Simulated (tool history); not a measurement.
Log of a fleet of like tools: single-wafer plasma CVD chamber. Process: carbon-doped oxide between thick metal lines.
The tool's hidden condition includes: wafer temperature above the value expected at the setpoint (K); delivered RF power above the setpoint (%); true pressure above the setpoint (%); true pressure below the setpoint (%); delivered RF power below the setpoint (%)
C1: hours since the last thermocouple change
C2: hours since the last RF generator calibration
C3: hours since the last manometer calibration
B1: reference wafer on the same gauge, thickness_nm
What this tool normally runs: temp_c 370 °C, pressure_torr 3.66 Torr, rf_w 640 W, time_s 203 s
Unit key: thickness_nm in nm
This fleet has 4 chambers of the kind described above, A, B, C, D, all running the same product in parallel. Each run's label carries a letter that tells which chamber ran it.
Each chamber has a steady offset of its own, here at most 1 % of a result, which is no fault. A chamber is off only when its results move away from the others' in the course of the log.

Run 1A, hour 3.1: usual settings; C1 322.7; C2 682.7; C3 2438.4; B1 1269.7. Result: thickness_nm 1084.4 nm.
Run 2C, hour 6.6: usual settings; C1 1303.3; C2 1538.3; C3 967.8; B1 1269.3. Result: thickness_nm 1069 nm.
Run 3D, hour 10.3: usual settings; C1 618.3; C2 1116.6; C3 979.7; B1 1269.2. Result: thickness_nm 1085 nm.
Run 4B, hour 14.8: usual settings; C1 65.6; C2 750.3; C3 857.5; B1 1269. Result: thickness_nm 1074.9 nm.
Run 5A, hour 17.1: usual settings; C1 336.7; C2 696.7; C3 2452.4; B1 1268.9. Result: thickness_nm 1086.4 nm.
Run 6C, hour 21.8: usual settings but temp_c 384 °C, time_s 186 s; C1 1318.5; C2 1553.5; C3 983; B1 1269. Result: thickness_nm 952.25 nm.
Run 7B, hour 24: usual settings but temp_c 384 °C, time_s 186 s; C1 74.8; C2 759.5; C3 866.7; B1 1268.6. Result: thickness_nm 954.18 nm.
Run 8D, hour 26.2: usual settings but temp_c 384 °C, time_s 186 s; C1 634.2; C2 1132.5; C3 995.6; B1 1268.3. Result: thickness_nm 967.35 nm.
Run 9D, hour 28.4: usual settings but temp_c 384 °C, time_s 186 s; C1 636.4; C2 1134.7; C3 997.8; B1 1268.4. Result: thickness_nm 972.54 nm.
Run 10A, hour 32.8: usual settings; C1 352.4; C2 712.4; C3 2468.1; B1 1267.6. Result: thickness_nm 1083 nm.
Run 11C, hour 35.2: usual settings; C1 1331.9; C2 1566.9; C3 996.4; B1 1267.7. Result: thickness_nm 1068.6 nm.
Run 12B, hour 39.5: usual settings but pressure_torr 4.48 Torr; C1 90.3; C2 775; C3 882.2; B1 1267.6. Result: thickness_nm 1102.8 nm.
Run 13C, hour 43.4: usual settings but pressure_torr 4.48 Torr; C1 1340.1; C2 1575.1; C3 1004.6; B1 1267.5. Result: thickness_nm 1099.4 nm.
Run 14B, hour 45.8: usual settings but pressure_torr 4.48 Torr; C1 96.6; C2 781.3; C3 888.5; B1 1267.5. Result: thickness_nm 1101.7 nm.
Run 15A, hour 48.6: usual settings but pressure_torr 4.48 Torr; C1 368.2; C2 728.2; C3 2483.9; B1 1267.3. Result: thickness_nm 1114.2 nm.
Run 16D, hour 50.8: usual settings; C1 658.8; C2 1157.1; C3 1020.2; B1 1267.2. Result: thickness_nm 1082.6 nm.
Run 17B, hour 55.1: usual settings but temp_c 378 °C, pressure_torr 2.9 Torr; C1 105.9; C2 790.6; C3 897.8; B1 1266.6. Result: thickness_nm 1030.4 nm.
Run 18C, hour 59.5: usual settings but temp_c 378 °C, pressure_torr 2.9 Torr; C1 1356.2; C2 1591.2; C3 1020.7; B1 1266. Result: thickness_nm 1024.6 nm.
Run 19D, hour 62.8: usual settings but temp_c 378 °C, pressure_torr 2.9 Torr; C1 670.8; C2 1169.1; C3 1032.2; B1 1266.4. Result: thickness_nm 1041.8 nm.
Run 20A, hour 65.1: usual settings but temp_c 378 °C, pressure_torr 2.9 Torr; C1 384.7; C2 744.7; C3 2500.4; B1 1265.9. Result: thickness_nm 1041.8 nm.
Run 21D, hour 68.6: usual settings; C1 676.6; C2 1174.9; C3 1038; B1 1265.7. Result: thickness_nm 1086.6 nm.
Run 22C, hour 72.9: usual settings; C1 1369.6; C2 1604.6; C3 1034.1; B1 1265.7. Result: thickness_nm 1066.1 nm.
Run 23B, hour 75.4: usual settings; C1 126.2; C2 810.9; C3 918.1; B1 1265.4. Result: thickness_nm 1070.9 nm.
Run 24A, hour 78: usual settings; C1 397.6; C2 757.6; C3 2513.3; B1 1265.8. Result: thickness_nm 1080.5 nm.
Run 25C, hour 80.9: usual settings; C1 1377.6; C2 1612.6; C3 1042.1; B1 1265.5. Result: thickness_nm 1064.7 nm.
Run 26D, hour 83.2: usual settings; C1 691.2; C2 1189.5; C3 1052.6; B1 1265.4. Result: thickness_nm 1084.8 nm.
Run 27A, hour 88: usual settings; C1 407.6; C2 767.6; C3 2523.3; B1 1264.4. Result: thickness_nm 1084.2 nm.
Run 28B, hour 90.2: usual settings; C1 141; C2 825.7; C3 932.9; B1 1264.4. Result: thickness_nm 1068.2 nm.
Run 29B, hour 93.5: usual settings; C1 144.3; C2 829; C3 936.2; B1 1264.3. Result: thickness_nm 1065.6 nm.
Run 30D, hour 96.6: usual settings; C1 704.6; C2 1202.9; C3 1066; B1 1264.4. Result: thickness_nm 1080.8 nm.
Run 31C, hour 100.3: usual settings; C1 1397; C2 1632; C3 1061.5; B1 1264.4. Result: thickness_nm 1064.5 nm.
Run 32A, hour 103.4: usual settings; C1 423; C2 783; C3 2538.7; B1 1263.9. Result: thickness_nm 1080.4 nm.
Run 33C, hour 108: usual settings; C1 1404.7; C2 1639.7; C3 1069.2; B1 1263.4. Result: thickness_nm 1065.4 nm.
Run 34B, hour 111.6: usual settings; C1 162.4; C2 847.1; C3 954.3; B1 1263.8. Result: thickness_nm 1067.4 nm.
Run 35D, hour 115.1: usual settings; C1 723.1; C2 1221.4; C3 1084.5; B1 1264. Result: thickness_nm 1083 nm.
Run 36A, hour 117.9: usual settings; C1 437.5; C2 797.5; C3 2553.2; B1 1262.5. Result: thickness_nm 1078.8 nm.
Run 37A, hour 120: usual settings; C1 439.6; C2 799.6; C3 2555.3; B1 1262.2. Result: thickness_nm 1079.1 nm.
Run 38B, hour 124.3: usual settings; C1 175.1; C2 859.8; C3 967; B1 1262.2. Result: thickness_nm 1065 nm.
Run 39D, hour 127.6: usual settings; C1 735.6; C2 1233.9; C3 1097; B1 1262.5. Result: thickness_nm 1081.9 nm.
Run 40C, hour 129.8: usual settings; C1 1426.5; C2 1661.5; C3 1091; B1 1261.6. Result: thickness_nm 1064.7 nm.
Run 41C, hour 133.6: usual settings; C1 1430.3; C2 1665.3; C3 1094.8; B1 1262.4. Result: thickness_nm 1064.7 nm.
Run 42A, hour 136.5: usual settings; C1 456.1; C2 816.1; C3 2571.8; B1 1261.7. Result: thickness_nm 1075.9 nm.
Run 43D, hour 138.7: usual settings; C1 746.7; C2 1245; C3 1108.1; B1 1261.4. Result: thickness_nm 1078.6 nm.
Run 44B, hour 142.1: usual settings but time_s 187 s; C1 192.9; C2 877.6; C3 984.8; B1 1261.1. Result: thickness_nm 983.69 nm.

Decide between three cases: one chamber stands off from its peers, the gauge reading all wafers drifts, or nothing is wrong past each chamber's small offset. Where a chamber is off, say which and what most likely put it there.

Gauge drift. The chambers move together only on paper, and none stands off.
What lies behind it: gauge reads low (%) = 0.689.
